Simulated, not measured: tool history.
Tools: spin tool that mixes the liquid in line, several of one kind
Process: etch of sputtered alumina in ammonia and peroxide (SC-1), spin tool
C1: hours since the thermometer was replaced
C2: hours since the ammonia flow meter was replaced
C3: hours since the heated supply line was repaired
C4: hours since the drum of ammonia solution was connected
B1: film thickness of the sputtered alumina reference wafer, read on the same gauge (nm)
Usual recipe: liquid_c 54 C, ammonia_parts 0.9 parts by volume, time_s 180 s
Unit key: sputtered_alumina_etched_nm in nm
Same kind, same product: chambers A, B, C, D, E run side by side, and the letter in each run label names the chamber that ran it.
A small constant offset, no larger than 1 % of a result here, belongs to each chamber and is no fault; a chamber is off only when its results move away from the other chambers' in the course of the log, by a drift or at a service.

{"run": "1B", "hour": 6.4, "liquid_c": 54, "ammonia_parts": 0.9, "time_s": 180, "C1": 396.5, "C2": 1070.6, "C3": 859.8, "C4": 10.2, "B1": 39.996, "sputtered_alumina_etched_nm": 7.4573}
{"run": "2C", "hour": 11.2, "liquid_c": 54, "ammonia_parts": 0.9, "time_s": 180, "C1": 1174.3, "C2": 1219.5, "C3": 101.8, "C4": 90.6, "B1": 39.998, "sputtered_alumina_etched_nm": 7.6182}
{"run": "3D", "hour": 18.1, "liquid_c": 54, "ammonia_parts": 0.9, "time_s": 180, "C1": 516.2, "C2": 1476.3, "C3": 338.2, "C4": 583, "B1": 40.026, "sputtered_alumina_etched_nm": 7.5361}
{"run": "4A", "hour": 25.6, "liquid_c": 54, "ammonia_parts": 0.9, "time_s": 180, "C1": 549.1, "C2": 384.9, "C3": 1734.3, "C4": 609.4, "B1": 40.023, "sputtered_alumina_etched_nm": 7.5161}
{"run": "5E", "hour": 31.1, "liquid_c": 54, "ammonia_parts": 0.9, "time_s": 180, "C1": 222.9, "C2": 316.1, "C3": 1099.4, "C4": 727.7, "B1": 39.988, "sputtered_alumina_etched_nm": 7.4807}
{"run": "6E", "hour": 40.6, "liquid_c": 54, "ammonia_parts": 0.9, "time_s": 180, "C1": 232.4, "C2": 325.6, "C3": 1108.9, "C4": 737.2, "B1": 40.022, "sputtered_alumina_etched_nm": 7.5467}
{"run": "7D", "hour": 47.9, "liquid_c": 54, "ammonia_parts": 0.9, "time_s": 180, "C1": 546, "C2": 1506.1, "C3": 368, "C4": 612.8, "B1": 40.012, "sputtered_alumina_etched_nm": 7.5261}
{"run": "8B", "hour": 56.2, "liquid_c": 63.5, "ammonia_parts": 0.9, "time_s": 180, "C1": 446.3, "C2": 1120.4, "C3": 909.6, "C4": 60, "B1": 40.006, "sputtered_alumina_etched_nm": 12.263}
{"run": "9A", "hour": 63.8, "liquid_c": 63.5, "ammonia_parts": 0.9, "time_s": 180, "C1": 587.3, "C2": 423.1, "C3": 1772.5, "C4": 647.6, "B1": 39.999, "sputtered_alumina_etched_nm": 12.31}
{"run": "10C", "hour": 70.2, "liquid_c": 63.5, "ammonia_parts": 0.9, "time_s": 180, "C1": 1233.3, "C2": 1278.5, "C3": 160.8, "C4": 149.6, "B1": 40.009, "sputtered_alumina_etched_nm": 12.273}
{"run": "11C", "hour": 75.0, "liquid_c": 63.5, "ammonia_parts": 0.9, "time_s": 180, "C1": 1238.1, "C2": 1283.3, "C3": 165.6, "C4": 154.4, "B1": 39.986, "sputtered_alumina_etched_nm": 12.394}
{"run": "12B", "hour": 81.1, "liquid_c": 63.5, "ammonia_parts": 0.9, "time_s": 180, "C1": 471.2, "C2": 1145.3, "C3": 934.5, "C4": 84.9, "B1": 40.011, "sputtered_alumina_etched_nm": 12.092}
{"run": "13A", "hour": 87.8, "liquid_c": 54, "ammonia_parts": 0.9, "time_s": 180, "C1": 611.3, "C2": 447.1, "C3": 1796.5, "C4": 671.6, "B1": 40, "sputtered_alumina_etched_nm": 7.3818}
{"run": "14D", "hour": 92.2, "liquid_c": 54, "ammonia_parts": 0.9, "time_s": 180, "C1": 590.3, "C2": 1550.4, "C3": 412.3, "C4": 657.1, "B1": 39.991, "sputtered_alumina_etched_nm": 7.4976}
{"run": "15E", "hour": 98.6, "liquid_c": 47.5, "ammonia_parts": 1.2, "time_s": 180, "C1": 290.4, "C2": 383.6, "C3": 1166.9, "C4": 795.2, "B1": 40.016, "sputtered_alumina_etched_nm": 5.3775}
{"hour": 101.9, "done": "chamber B: ammonia flow meter replaced"}
{"run": "16A", "hour": 107.6, "liquid_c": 47.5, "ammonia_parts": 1.2, "time_s": 180, "C1": 631.1, "C2": 466.9, "C3": 1816.3, "C4": 691.4, "B1": 40.019, "sputtered_alumina_etched_nm": 5.3933}
{"run": "17E", "hour": 112.1, "liquid_c": 47.5, "ammonia_parts": 1.2, "time_s": 180, "C1": 303.9, "C2": 397.1, "C3": 1180.4, "C4": 808.7, "B1": 40.002, "sputtered_alumina_etched_nm": 5.4077}
{"run": "18D", "hour": 116.7, "liquid_c": 47.5, "ammonia_parts": 1.2, "time_s": 180, "C1": 614.8, "C2": 1574.9, "C3": 436.8, "C4": 681.6, "B1": 40.006, "sputtered_alumina_etched_nm": 5.3813}
{"run": "19B", "hour": 122.2, "liquid_c": 47.5, "ammonia_parts": 1.2, "time_s": 180, "C1": 512.3, "C2": 20.4, "C3": 975.6, "C4": 126, "B1": 39.969, "sputtered_alumina_etched_nm": 5.251}
{"hour": 124.0, "done": "chamber A: heated supply line repaired"}
{"run": "20C", "hour": 127.3, "liquid_c": 54, "ammonia_parts": 0.9, "time_s": 180, "C1": 1290.4, "C2": 1335.6, "C3": 217.9, "C4": 206.7, "B1": 39.99, "sputtered_alumina_etched_nm": 7.5033}
{"run": "21A", "hour": 134.5, "liquid_c": 54, "ammonia_parts": 0.9, "time_s": 180, "C1": 658, "C2": 493.8, "C3": 10.5, "C4": 718.3, "B1": 40.04, "sputtered_alumina_etched_nm": 7.508}
{"run": "22C", "hour": 139.8, "liquid_c": 54, "ammonia_parts": 0.9, "time_s": 245, "C1": 1302.9, "C2": 1348.1, "C3": 230.4, "C4": 219.2, "B1": 39.999, "sputtered_alumina_etched_nm": 10.189}
{"run": "23E", "hour": 146.8, "liquid_c": 54, "ammonia_parts": 0.9, "time_s": 245, "C1": 338.6, "C2": 431.8, "C3": 1215.1, "C4": 843.4, "B1": 39.976, "sputtered_alumina_etched_nm": 10.262}
{"run": "24B", "hour": 152.4, "liquid_c": 54, "ammonia_parts": 0.9, "time_s": 245, "C1": 542.5, "C2": 50.6, "C3": 1005.8, "C4": 156.2, "B1": 40.009, "sputtered_alumina_etched_nm": 9.7042}
{"run": "25D", "hour": 158.4, "liquid_c": 54, "ammonia_parts": 0.9, "time_s": 245, "C1": 656.5, "C2": 1616.6, "C3": 478.5, "C4": 723.3, "B1": 40.001, "sputtered_alumina_etched_nm": 10.313}
{"run": "26C", "hour": 166.7, "liquid_c": 54, "ammonia_parts": 0.9, "time_s": 245, "C1": 1329.8, "C2": 1375, "C3": 257.3, "C4": 246.1, "B1": 39.993, "sputtered_alumina_etched_nm": 10.253}
{"run": "27E", "hour": 171.0, "liquid_c": 54, "ammonia_parts": 0.9, "time_s": 180, "C1": 362.8, "C2": 456, "C3": 1239.3, "C4": 867.6, "B1": 40.01, "sputtered_alumina_etched_nm": 7.5862}
{"run": "28A", "hour": 180.5, "liquid_c": 54, "ammonia_parts": 0.9, "time_s": 180, "C1": 704, "C2": 539.8, "C3": 56.5, "C4": 764.3, "B1": 39.98, "sputtered_alumina_etched_nm": 7.5904}
{"run": "29D", "hour": 185.7, "liquid_c": 54, "ammonia_parts": 0.9, "time_s": 180, "C1": 683.8, "C2": 1643.9, "C3": 505.8, "C4": 750.6, "B1": 39.993, "sputtered_alumina_etched_nm": 7.5826}
{"run": "30B", "hour": 192.0, "liquid_c": 54, "ammonia_parts": 0.9, "time_s": 180, "C1": 582.1, "C2": 90.2, "C3": 1045.4, "C4": 195.8, "B1": 40.011, "sputtered_alumina_etched_nm": 7.0203}
{"run": "31A", "hour": 196.6, "liquid_c": 54, "ammonia_parts": 0.9, "time_s": 180, "C1": 720.1, "C2": 555.9, "C3": 72.6, "C4": 780.4, "B1": 40.031, "sputtered_alumina_etched_nm": 7.426}
{"run": "32C", "hour": 205.2, "liquid_c": 60.5, "ammonia_parts": 0.9, "time_s": 240, "C1": 1368.3, "C2": 1413.5, "C3": 295.8, "C4": 284.6, "B1": 40.014, "sputtered_alumina_etched_nm": 14.237}
{"run": "33B", "hour": 212.0, "liquid_c": 60.5, "ammonia_parts": 0.9, "time_s": 240, "C1": 602.1, "C2": 110.2, "C3": 1065.4, "C4": 215.8, "B1": 40.016, "sputtered_alumina_etched_nm": 13.048}
{"run": "34D", "hour": 217.7, "liquid_c": 60.5, "ammonia_parts": 0.9, "time_s": 240, "C1": 715.8, "C2": 1675.9, "C3": 537.8, "C4": 782.6, "B1": 40.023, "sputtered_alumina_etched_nm": 14.107}
{"run": "35E", "hour": 224.3, "liquid_c": 60.5, "ammonia_parts": 0.9, "time_s": 240, "C1": 416.1, "C2": 509.3, "C3": 1292.6, "C4": 920.9, "B1": 39.981, "sputtered_alumina_etched_nm": 14.04}
{"run": "36A", "hour": 229.4, "liquid_c": 60.5, "ammonia_parts": 0.9, "time_s": 240, "C1": 752.9, "C2": 588.7, "C3": 105.4, "C4": 813.2, "B1": 39.989, "sputtered_alumina_etched_nm": 13.988}
{"run": "37C", "hour": 236.1, "liquid_c": 54, "ammonia_parts": 0.9, "time_s": 180, "C1": 1399.2, "C2": 1444.4, "C3": 326.7, "C4": 315.5, "B1": 40.03, "sputtered_alumina_etched_nm": 7.5029}

The same settings go to every chamber for the next run, one line per chamber below. Forecast the results for each:
{"run": "38A", "hour": 243.1, "liquid_c": 54, "ammonia_parts": 0.9, "time_s": 180, "sputtered_alumina_etched_nm": "?"}
{"run": "38B", "hour": 243.1, "liquid_c": 54, "ammonia_parts": 0.9, "time_s": 180, "sputtered_alumina_etched_nm": "?"}
{"run": "38C", "hour": 243.1, "liquid_c": 54, "ammonia_parts": 0.9, "time_s": 180, "sputtered_alumina_etched_nm": "?"}
{"run": "38D", "hour": 243.1, "liquid_c": 54, "ammonia_parts": 0.9, "time_s": 180, "sputtered_alumina_etched_nm": "?"}
{"run": "38E", "hour": 243.1, "liquid_c": 54, "ammonia_parts": 0.9, "time_s": 180, "sputtered_alumina_etched_nm": "?"}

run=38A sputtered_alumina_etched_nm=7.3257
run=38B sputtered_alumina_etched_nm=6.8001
run=38C sputtered_alumina_etched_nm=7.507
run=38D sputtered_alumina_etched_nm=7.6053
run=38E sputtered_alumina_etched_nm=7.4592
